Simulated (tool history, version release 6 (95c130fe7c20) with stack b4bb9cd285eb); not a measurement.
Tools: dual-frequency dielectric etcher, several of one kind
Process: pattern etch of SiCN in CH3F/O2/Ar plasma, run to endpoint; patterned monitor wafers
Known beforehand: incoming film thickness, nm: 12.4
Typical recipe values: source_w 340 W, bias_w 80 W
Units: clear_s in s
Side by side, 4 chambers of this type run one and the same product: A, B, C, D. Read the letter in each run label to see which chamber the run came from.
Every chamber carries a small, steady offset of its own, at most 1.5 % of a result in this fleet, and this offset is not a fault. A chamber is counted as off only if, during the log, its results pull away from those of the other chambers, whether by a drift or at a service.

| run | day | source_w | bias_w | clear_s |
|---|---|---|---|---|
| 1D | 0.112 | 340 | 80 | 34.209 |
| 2A | 0.208 | 340 | 80 | 33.875 |
| 3C | 0.312 | 340 | 80 | 33.897 |
| 4B | 0.479 | 340 | 80 | 33.784 |
| 5B | 0.592 | 320 | 95 | 32.408 |
| 6A | 0.712 | 320 | 95 | 32.455 |
| 7C | 0.812 | 320 | 95 | 32.582 |
| 8D | 0.967 | 320 | 95 | 32.761 |
| 9D | 1.138 | 340 | 80 | 34.073 |
| 10A | 1.292 | 340 | 80 | 33.786 |
| 11C | 1.462 | 270 | 80 | 37.161 |
| 12B | 1.646 | 270 | 80 | 37.233 |
| 13B | 1.754 | 270 | 80 | 37.142 |
| 14D | 1.904 | 270 | 80 | 37.125 |
| 15A | 1.992 | 340 | 80 | 33.99 |
|  | 2.142 | chamber D: wet clean of the chamber |
| 16C | 2.175 | 340 | 80 | 34.016 |
| 17B | 2.271 | 340 | 80 | 34.659 |
| 18C | 2.358 | 380 | 80 | 32.559 |
| 19A | 2.496 | 380 | 80 | 32.557 |
| 20D | 2.604 | 380 | 80 | 32.813 |
| 21D | 2.733 | 380 | 80 | 32.944 |
| 22C | 2.871 | 340 | 80 | 33.725 |
| 23B | 3.021 | 340 | 80 | 34.987 |
| 24A | 3.204 | 340 | 80 | 33.856 |

For the next run the whole fleet of 4 chambers uses the same settings. Give each chamber's results:
| 25A | 3.342 | 340 | 90 | ? |
| 25B | 3.342 | 340 | 90 | ? |
| 25C | 3.342 | 340 | 90 | ? |
| 25D | 3.342 | 340 | 90 | ? |

| run | clear_s |
|---|---|
| 25A | 32.402 |
| 25B | 33.623 |
| 25C | 32.55 |
| 25D | 32.779 |
